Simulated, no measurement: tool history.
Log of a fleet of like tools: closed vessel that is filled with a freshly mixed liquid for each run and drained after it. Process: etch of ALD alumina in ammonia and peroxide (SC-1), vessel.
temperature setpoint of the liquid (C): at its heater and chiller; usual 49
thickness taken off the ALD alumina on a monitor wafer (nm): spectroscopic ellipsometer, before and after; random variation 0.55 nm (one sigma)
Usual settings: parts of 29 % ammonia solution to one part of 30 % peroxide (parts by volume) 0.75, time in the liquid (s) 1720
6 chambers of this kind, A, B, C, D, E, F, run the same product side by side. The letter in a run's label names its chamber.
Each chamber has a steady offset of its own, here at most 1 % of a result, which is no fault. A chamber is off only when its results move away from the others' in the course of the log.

run     day  temperature setpoint of the liquid (C)  parts of 29 % ammonia solution to one part of 30 % peroxide (parts by volume)  time in the liquid (s)  read-back film thickness of the ALD alumina reference wafer, read on the same gauge (nm)  thickness taken off the ALD alumina on a monitor wafer (nm)
 1F   0.404                                      49                                                                           0.75                    1720                                                                                    140.04                                                       58.521
 2D   0.712                                      49                                                                           0.75                    1720                                                                                    139.97                                                       56.858
 3A   1.029                                      49                                                                           0.75                    1720                                                                                    139.98                                                       58.395
 4C   1.438                                      49                                                                           0.75                    1720                                                                                    140.01                                                       57.313
 5B   1.742                                      49                                                                           0.75                    1720                                                                                    139.99                                                        56.73
 6E   1.979                                      49                                                                           0.75                    1720                                                                                    140.03                                                       56.448
 7D   2.208                                      49                                                                           0.75                    1720                                                                                    140.03                                                       57.608
      2.442  -- chamber B: new drum of ammonia solution connected
 8C    2.55                                      49                                                                           0.35                    1720                                                                                    139.98                                                       54.048
 9B   2.996                                      49                                                                           0.35                    1720                                                                                    139.99                                                       51.725
10A   3.258                                      49                                                                           0.35                    1720                                                                                    140.04                                                       52.774
11F   3.517                                      49                                                                           0.35                    1720                                                                                    139.99                                                       53.908
      3.729  -- chamber D: thermometer replaced
12E   3.767                                      49                                                                           0.35                    1720                                                                                       140                                                       53.112
13B   4.033                                      49                                                                           0.35                    1720                                                                                       140                                                       51.409
14F    4.25                                      49                                                                           0.75                    1720                                                                                    139.98                                                       58.305
15A   4.583                                      49                                                                           0.75                    1720                                                                                    140.04                                                       57.914
16E   4.921                                      57                                                                           0.75                    1720                                                                                    139.99                                                        87.35
17C   5.125                                      57                                                                           0.75                    1720                                                                                       140                                                       89.315
      5.408  -- chamber E: new drum of ammonia solution connected
18D   5.454                                      57                                                                           0.75                    1720                                                                                    140.01                                                       87.532
      5.512  -- chamber D: new drum of ammonia solution connected
19D   5.779                                      57                                                                           0.75                    1720                                                                                    140.06                                                       89.275
20E   6.192                                      57                                                                           0.75                    1720                                                                                       140                                                       87.778
21A   6.446                                      57                                                                           0.75                    1720                                                                                    140.02                                                       87.347
22B    6.85                                      49                                                                           0.75                    1720                                                                                    140.02                                                       53.157
      6.938  -- chamber C: ammonia flow meter replaced
23C   7.142                                      49                                                                           0.75                    1720                                                                                    139.92                                                       57.094
24F   7.404                                      49                                                                           0.75                    1720                                                                                    139.98                                                       58.338
25B   7.779                                      49                                                                            1.1                    2295                                                                                    139.97                                                       74.349
26D    8.05                                      49                                                                            1.1                    2295                                                                                       140                                                       80.022
27E   8.354                                      49                                                                            1.1                    2295                                                                                    140.04                                                       79.166
28C   8.633                                      49                                                                            1.1                    2295                                                                                    140.01                                                       79.424
29F   8.904                                      49                                                                            1.1                    2295                                                                                    139.99                                                       80.016
30A   9.354                                      49                                                                            1.1                    2295                                                                                    140.03                                                       79.266
31E   9.567                                      49                                                                           0.75                    1720                                                                                    140.03                                                       57.925
32F   9.933                                      49                                                                           0.75                    1720                                                                                       140                                                       58.078
33C  10.229                                      49                                                                           0.75                    1720                                                                                       140                                                       57.155
34B   10.45                                      49                                                                           0.75                    1720                                                                                    140.01                                                       52.925
35A  10.812                                      49                                                                           0.75                    1720                                                                                    139.96                                                       57.106
36D  11.238                                      49                                                                           0.75                    1720                                                                                       140                                                       58.496
37D  11.496                                      49                                                                           0.75                    1720                                                                                    140.02                                                       56.804
38E  11.858                                      49                                                                           0.75                    1720                                                                                       140                                                       57.036

Next, every chamber runs the same settings. What will each give?
39A  12.179                                    44.5                                                                           0.75                    1720                                                                                                                                                      ?
39B  12.179                                    44.5                                                                           0.75                    1720                                                                                                                                                      ?
39C  12.179                                    44.5                                                                           0.75                    1720                                                                                                                                                      ?
39D  12.179                                    44.5                                                                           0.75                    1720                                                                                                                                                      ?
39E  12.179                                    44.5                                                                           0.75                    1720                                                                                                                                                      ?
39F  12.179                                    44.5                                                                           0.75                    1720                                                                                                                                                      ?

run  thickness taken off the ALD alumina on a monitor wafer (nm)
39A                                                       45.013
39B                                                       39.901
39C                                                       44.362
39D                                                       45.209
39E                                                       44.856
39F                                                       44.947
